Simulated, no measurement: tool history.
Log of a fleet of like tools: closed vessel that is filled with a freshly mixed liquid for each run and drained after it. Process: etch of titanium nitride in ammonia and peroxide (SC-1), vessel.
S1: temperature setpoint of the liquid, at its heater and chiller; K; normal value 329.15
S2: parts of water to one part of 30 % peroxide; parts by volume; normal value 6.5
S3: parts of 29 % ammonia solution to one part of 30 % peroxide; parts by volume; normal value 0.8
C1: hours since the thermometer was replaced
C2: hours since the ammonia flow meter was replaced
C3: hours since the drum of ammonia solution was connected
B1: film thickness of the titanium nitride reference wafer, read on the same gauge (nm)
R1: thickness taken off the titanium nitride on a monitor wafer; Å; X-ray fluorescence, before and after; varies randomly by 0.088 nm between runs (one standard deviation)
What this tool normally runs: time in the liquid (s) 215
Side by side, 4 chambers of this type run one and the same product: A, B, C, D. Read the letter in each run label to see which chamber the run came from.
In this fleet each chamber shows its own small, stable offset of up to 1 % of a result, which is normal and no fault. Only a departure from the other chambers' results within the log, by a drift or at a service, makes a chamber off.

run 1B day=0.646 | S1=329.15 S2=6.5 S3=0.8 time_in_the_liquid_(s)=215 | C1=319.5 C2=502.3 C3=722.4 | B1=29.993 | R1=145.87
run 2A day=1.288 | S1=329.15 S2=6.5 S3=0.8 time_in_the_liquid_(s)=215 | C1=153.6 C2=622.2 C3=260.6 | B1=29.995 | R1=144.39
run 3C day=1.596 | S1=329.15 S2=6.5 S3=0.8 time_in_the_liquid_(s)=215 | C1=103.9 C2=590.7 C3=214.5 | B1=30.001 | R1=148.12
run 4D day=2.017 | S1=329.15 S2=6.5 S3=0.8 time_in_the_liquid_(s)=215 | C1=1274.2 C2=491.7 C3=339.9 | B1=29.994 | R1=146.71
-- day=2.025 chamber B: new drum of ammonia solution connected
run 5B day=2.6 | S1=329.15 S2=6.5 S3=0.8 time_in_the_liquid_(s)=215 | C1=366.4 C2=549.2 C3=13.8 | B1=30.01 | R1=146.23
-- day=2.788 chamber C: ammonia flow meter replaced
run 6C day=3.254 | S1=324.15 S2=6.5 S3=0.9 time_in_the_liquid_(s)=215 | C1=143.7 C2=11.2 C3=254.3 | B1=30.009 | R1=105.53
run 7D day=3.696 | S1=324.15 S2=6.5 S3=0.9 time_in_the_liquid_(s)=215 | C1=1314.5 C2=532 C3=380.2 | B1=30.009 | R1=106.32
run 8A day=4.233 | S1=324.15 S2=6.5 S3=0.9 time_in_the_liquid_(s)=215 | C1=224.3 C2=692.9 C3=331.3 | B1=30.004 | R1=105.33
run 9C day=4.55 | S1=324.15 S2=6.5 S3=0.9 time_in_the_liquid_(s)=215 | C1=174.8 C2=42.3 C3=285.4 | B1=29.998 | R1=105.93
run 10A day=5.112 | S1=329.15 S2=6.5 S3=0.5 time_in_the_liquid_(s)=215 | C1=245.4 C2=714 C3=352.4 | B1=29.989 | R1=136.21
run 11B day=5.442 | S1=329.15 S2=6.5 S3=0.5 time_in_the_liquid_(s)=215 | C1=434.6 C2=617.4 C3=82 | B1=30.012 | R1=134.9
run 12D day=5.892 | S1=329.15 S2=6.5 S3=0.5 time_in_the_liquid_(s)=215 | C1=1367.2 C2=584.7 C3=432.9 | B1=30.006 | R1=137.2
run 13C day=6.267 | S1=329.15 S2=6.5 S3=0.5 time_in_the_liquid_(s)=215 | C1=216 C2=83.5 C3=326.6 | B1=29.998 | R1=136.31
run 14A day=6.738 | S1=329.15 S2=6.5 S3=0.8 time_in_the_liquid_(s)=215 | C1=284.4 C2=753 C3=391.4 | B1=30 | R1=145.58
-- day=7.279 chamber A: new drum of ammonia solution connected
-- day=7.317 chamber B: ammonia flow meter replaced
run 15B day=7.417 | S1=329.15 S2=6.5 S3=0.8 time_in_the_liquid_(s)=120 | C1=482 C2=2.5 C3=129.4 | B1=30.004 | R1=81.939
run 16D day=7.779 | S1=329.15 S2=6.5 S3=0.8 time_in_the_liquid_(s)=120 | C1=1412.5 C2=630 C3=478.2 | B1=30.004 | R1=81.311
run 17D day=8.379 | S1=329.15 S2=6.5 S3=0.8 time_in_the_liquid_(s)=120 | C1=1426.9 C2=644.4 C3=492.6 | B1=29.989 | R1=80.931
run 18A day=9.008 | S1=329.15 S2=6.5 S3=0.8 time_in_the_liquid_(s)=120 | C1=338.9 C2=807.5 C3=41.5 | B1=29.992 | R1=80.697
run 19B day=9.325 | S1=329.15 S2=6.5 S3=0.8 time_in_the_liquid_(s)=215 | C1=527.8 C2=48.3 C3=175.2 | B1=30.005 | R1=146.02
run 20C day=9.942 | S1=329.15 S2=6.5 S3=0.8 time_in_the_liquid_(s)=215 | C1=304.2 C2=171.7 C3=414.8 | B1=29.997 | R1=147.94
run 21A day=10.254 | S1=329.15 S2=6.5 S3=0.8 time_in_the_liquid_(s)=215 | C1=368.8 C2=837.4 C3=71.4 | B1=30.019 | R1=147.05
run 22D day=10.571 | S1=329.15 S2=6.5 S3=0.8 time_in_the_liquid_(s)=215 | C1=1479.5 C2=697 C3=545.2 | B1=30 | R1=146.58
run 23C day=10.962 | S1=329.15 S2=6.5 S3=0.8 time_in_the_liquid_(s)=215 | C1=328.7 C2=196.2 C3=439.3 | B1=29.985 | R1=147.62
run 24B day=11.438 | S1=329.15 S2=6.5 S3=0.8 time_in_the_liquid_(s)=215 | C1=578.5 C2=99 C3=225.9 | B1=29.972 | R1=146.72
run 25C day=11.746 | S1=329.15 S2=6.5 S3=0.8 time_in_the_liquid_(s)=215 | C1=347.5 C2=215 C3=458.1 | B1=30.009 | R1=146.36
run 26D day=12.25 | S1=329.15 S2=6.5 S3=0.8 time_in_the_liquid_(s)=215 | C1=1519.8 C2=737.3 C3=585.5 | B1=30.008 | R1=144.26

Is one chamber out of step, is the gauge drifting, or do the chambers differ by no more than their own small offsets? For an off chamber, give its letter and the likeliest cause.

The fleet is healthy, with each chamber sitting at its usual small offset and no drift in the gauge.

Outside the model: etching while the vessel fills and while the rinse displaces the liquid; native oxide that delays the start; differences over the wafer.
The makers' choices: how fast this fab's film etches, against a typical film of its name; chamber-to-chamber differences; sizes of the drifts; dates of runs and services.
